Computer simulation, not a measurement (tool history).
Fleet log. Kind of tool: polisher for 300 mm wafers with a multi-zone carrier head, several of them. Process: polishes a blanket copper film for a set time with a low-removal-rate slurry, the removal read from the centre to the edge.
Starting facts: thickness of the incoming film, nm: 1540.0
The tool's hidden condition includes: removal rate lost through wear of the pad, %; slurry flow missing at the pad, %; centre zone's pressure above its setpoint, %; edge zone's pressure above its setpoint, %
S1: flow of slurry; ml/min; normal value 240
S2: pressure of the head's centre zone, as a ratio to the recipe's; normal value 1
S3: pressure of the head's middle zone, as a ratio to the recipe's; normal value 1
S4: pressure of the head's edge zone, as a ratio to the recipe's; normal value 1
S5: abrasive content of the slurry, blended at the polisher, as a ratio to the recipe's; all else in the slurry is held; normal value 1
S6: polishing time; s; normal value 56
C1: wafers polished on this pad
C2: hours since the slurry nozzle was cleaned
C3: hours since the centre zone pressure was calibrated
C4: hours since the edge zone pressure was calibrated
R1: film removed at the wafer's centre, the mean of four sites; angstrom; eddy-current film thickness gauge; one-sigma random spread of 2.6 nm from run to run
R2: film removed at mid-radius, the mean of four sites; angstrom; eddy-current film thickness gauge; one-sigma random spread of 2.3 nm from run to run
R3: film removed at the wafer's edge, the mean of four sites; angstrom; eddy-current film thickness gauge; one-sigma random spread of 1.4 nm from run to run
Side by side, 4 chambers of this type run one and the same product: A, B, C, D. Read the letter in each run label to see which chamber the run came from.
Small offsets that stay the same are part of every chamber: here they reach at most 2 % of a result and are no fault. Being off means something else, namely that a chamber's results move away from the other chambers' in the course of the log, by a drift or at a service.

-- hour=4.8 chamber B: worn pad replaced by a new one
run 1C hour=5.5 | S1=240 S2=1 S3=1 S4=1 S5=1 S6=56 | C1=716 C2=281.9 C3=601.3 C4=492.7 | R1=1799.2 R2=1753.3 R3=1765
run 2D hour=13.9 | S1=240 S2=1 S3=1 S4=1 S5=1 S6=56 | C1=295 C2=178.1 C3=364.2 C4=40.7 | R1=1767.9 R2=1745 R3=1804.3
run 3B hour=22.8 | S1=240 S2=1 S3=1 S4=1 S5=1 S6=56 | C1=173 C2=233.1 C3=184.1 C4=342.5 | R1=1778.9 R2=1815 R3=1779.2
run 4A hour=28.6 | S1=240 S2=1 S3=1 S4=1 S5=1 S6=56 | C1=460 C2=156.5 C3=468 C4=738.9 | R1=1818.9 R2=1773.6 R3=1777.6
run 5B hour=38.3 | S1=240 S2=1 S3=1 S4=1 S5=1 S6=56 | C1=322 C2=248.6 C3=199.6 C4=358 | R1=1805.2 R2=1836.7 R3=1770.9
run 6C hour=44.3 | S1=240 S2=1 S3=1 S4=1 S5=1 S6=56 | C1=1088 C2=320.7 C3=640.1 C4=531.5 | R1=1774.6 R2=1765.3 R3=1750.5
run 7D hour=50.2 | S1=240 S2=1 S3=1 S4=1 S5=1 S6=56 | C1=644 C2=214.4 C3=400.5 C4=77 | R1=1786.6 R2=1757.8 R3=1787.5
-- hour=55.3 chamber D: worn pad replaced by a new one
run 8A hour=55.4 | S1=240 S2=1 S3=1 S4=1 S5=1 S6=56 | C1=717 C2=183.3 C3=494.8 C4=765.7 | R1=1788.9 R2=1785.8 R3=1747.4
run 9D hour=65.4 | S1=240 S2=1 S3=1 S4=1 S5=1.25 S6=56 | C1=97 C2=229.6 C3=415.7 C4=92.2 | R1=1883.3 R2=1862.7 R3=1930.3
-- hour=70.9 chamber B: slurry nozzle cleaned
run 10B hour=74.9 | S1=240 S2=1 S3=1 S4=1 S5=1.25 S6=56 | C1=673 C2=4 C3=236.2 C4=394.6 | R1=1853.6 R2=1877.1 R3=1884.4
-- hour=80 chamber D: centre zone pressure recalibrated
run 11C hour=81.4 | S1=240 S2=1 S3=1 S4=1 S5=1.25 S6=56 | C1=1444 C2=357.8 C3=677.2 C4=568.6 | R1=1903.7 R2=1855.9 R3=1826.1
-- hour=81.9 chamber C: worn pad replaced by a new one
run 12A hour=89.9 | S1=240 S2=1 S3=1 S4=1 S5=1.25 S6=56 | C1=1049 C2=217.8 C3=529.3 C4=800.2 | R1=1859.5 R2=1877.6 R3=1835.3
-- hour=98.2 chamber B: worn pad replaced by a new one
run 13D hour=99.3 | S1=240 S2=1 S3=1 S4=1 S5=1 S6=56 | C1=422 C2=263.5 C3=19.3 C4=126.1 | R1=1757.9 R2=1784 R3=1791.4
run 14C hour=104.8 | S1=240 S2=1.04 S3=1 S4=1 S5=1 S6=56 | C1=220 C2=381.2 C3=700.6 C4=592 | R1=1872.8 R2=1787.3 R3=1766
run 15A hour=112.9 | S1=240 S2=1.04 S3=1 S4=1 S5=1 S6=56 | C1=1269 C2=240.8 C3=552.3 C4=823.2 | R1=1848.7 R2=1809.4 R3=1705.2
run 16B hour=119.4 | S1=240 S2=1.04 S3=1 S4=1 S5=1 S6=56 | C1=203 C2=48.5 C3=280.7 C4=439.1 | R1=1819.6 R2=1811.9 R3=1785.3
-- hour=119.6 chamber C: slurry nozzle cleaned
-- hour=124.6 chamber D: worn pad replaced by a new one
run 17B hour=125.2 | S1=240 S2=1.04 S3=1 S4=1 S5=1 S6=56 | C1=259 C2=54.3 C3=286.5 C4=444.9 | R1=1831.9 R2=1820.1 R3=1788.4
run 18A hour=131.1 | S1=240 S2=1 S3=1 S4=1 S5=1 S6=56 | C1=1444 C2=259 C3=570.5 C4=841.4 | R1=1782.3 R2=1743.5 R3=1729.8
run 19D hour=136.6 | S1=240 S2=1 S3=1 S4=1 S5=1 S6=56 | C1=115 C2=300.8 C3=56.6 C4=163.4 | R1=1796.9 R2=1765 R3=1817.6
-- hour=140.7 chamber C: centre zone pressure recalibrated
run 20C hour=142.2 | S1=240 S2=1 S3=1 S4=1 S5=1.25 S6=44 | C1=579 C2=22.6 C3=1.5 C4=629.4 | R1=1497.8 R2=1467.8 R3=1459.3
run 21C hour=148.5 | S1=240 S2=1 S3=1 S4=1 S5=1.25 S6=44 | C1=639 C2=28.9 C3=7.8 C4=635.7 | R1=1514.7 R2=1468.9 R3=1457.6
-- hour=151.1 chamber B: edge zone pressure recalibrated
run 22B hour=154.9 | S1=240 S2=1 S3=1 S4=1 S5=1.25 S6=44 | C1=544 C2=84 C3=316.2 C4=3.8 | R1=1465.2 R2=1492.1 R3=1468.7
run 23A hour=162.9 | S1=240 S2=1 S3=1 S4=1 S5=1.25 S6=44 | C1=1750 C2=290.8 C3=602.3 C4=873.2 | R1=1390.1 R2=1397.1 R3=1390.3
run 24D hour=172 | S1=240 S2=1 S3=1 S4=1 S5=1 S6=56 | C1=455 C2=336.2 C3=92 C4=198.8 | R1=1751.1 R2=1800.6 R3=1845
run 25A hour=180.8 | S1=240 S2=1 S3=1 S4=1 S5=1 S6=56 | C1=1921 C2=308.7 C3=620.2 C4=891.1 | R1=1671.7 R2=1717.6 R3=1655.6
-- hour=189.1 chamber B: worn pad replaced by a new one
run 26C hour=190.9 | S1=240 S2=0.9 S3=0.96 S4=1 S5=1 S6=56 | C1=1046 C2=71.3 C3=50.2 C4=678.1 | R1=1605.6 R2=1688.2 R3=1763.2
run 27B hour=199.5 | S1=240 S2=0.9 S3=0.96 S4=1 S5=1 S6=56 | C1=100 C2=128.6 C3=360.8 C4=48.4 | R1=1616.3 R2=1741.8 R3=1806.1
-- hour=201.7 chamber D: worn pad replaced by a new one
run 28D hour=205.1 | S1=240 S2=0.9 S3=0.96 S4=1 S5=1 S6=56 | C1=33 C2=369.3 C3=125.1 C4=231.9 | R1=1602 R2=1724.5 R3=1808.7
run 29D hour=213.3 | S1=240 S2=0.9 S3=0.96 S4=1 S5=1 S6=56 | C1=112 C2=377.5 C3=133.3 C4=240.1 | R1=1612.3 R2=1716 R3=1816

All chambers now run identical settings, listed one chamber a line with results as question marks. What results will each chamber show?
run 30A hour=220.8 | S1=240 S2=1 S3=1 S4=1 S5=1 S6=56 | R1=? R2=? R3=?
run 30B hour=220.8 | S1=240 S2=1 S3=1 S4=1 S5=1 S6=56 | R1=? R2=? R3=?
run 30C hour=220.8 | S1=240 S2=1 S3=1 S4=1 S5=1 S6=56 | R1=? R2=? R3=?
run 30D hour=220.8 | S1=240 S2=1 S3=1 S4=1 S5=1 S6=56 | R1=? R2=? R3=?

run=30A R1=1613.8 R2=1650.2 R3=1592.5
run=30B R1=1759 R2=1800.9 R3=1778.3
run=30C R1=1800.7 R2=1741.8 R3=1780.1
run=30D R1=1800.5 R2=1794.1 R3=1787.6
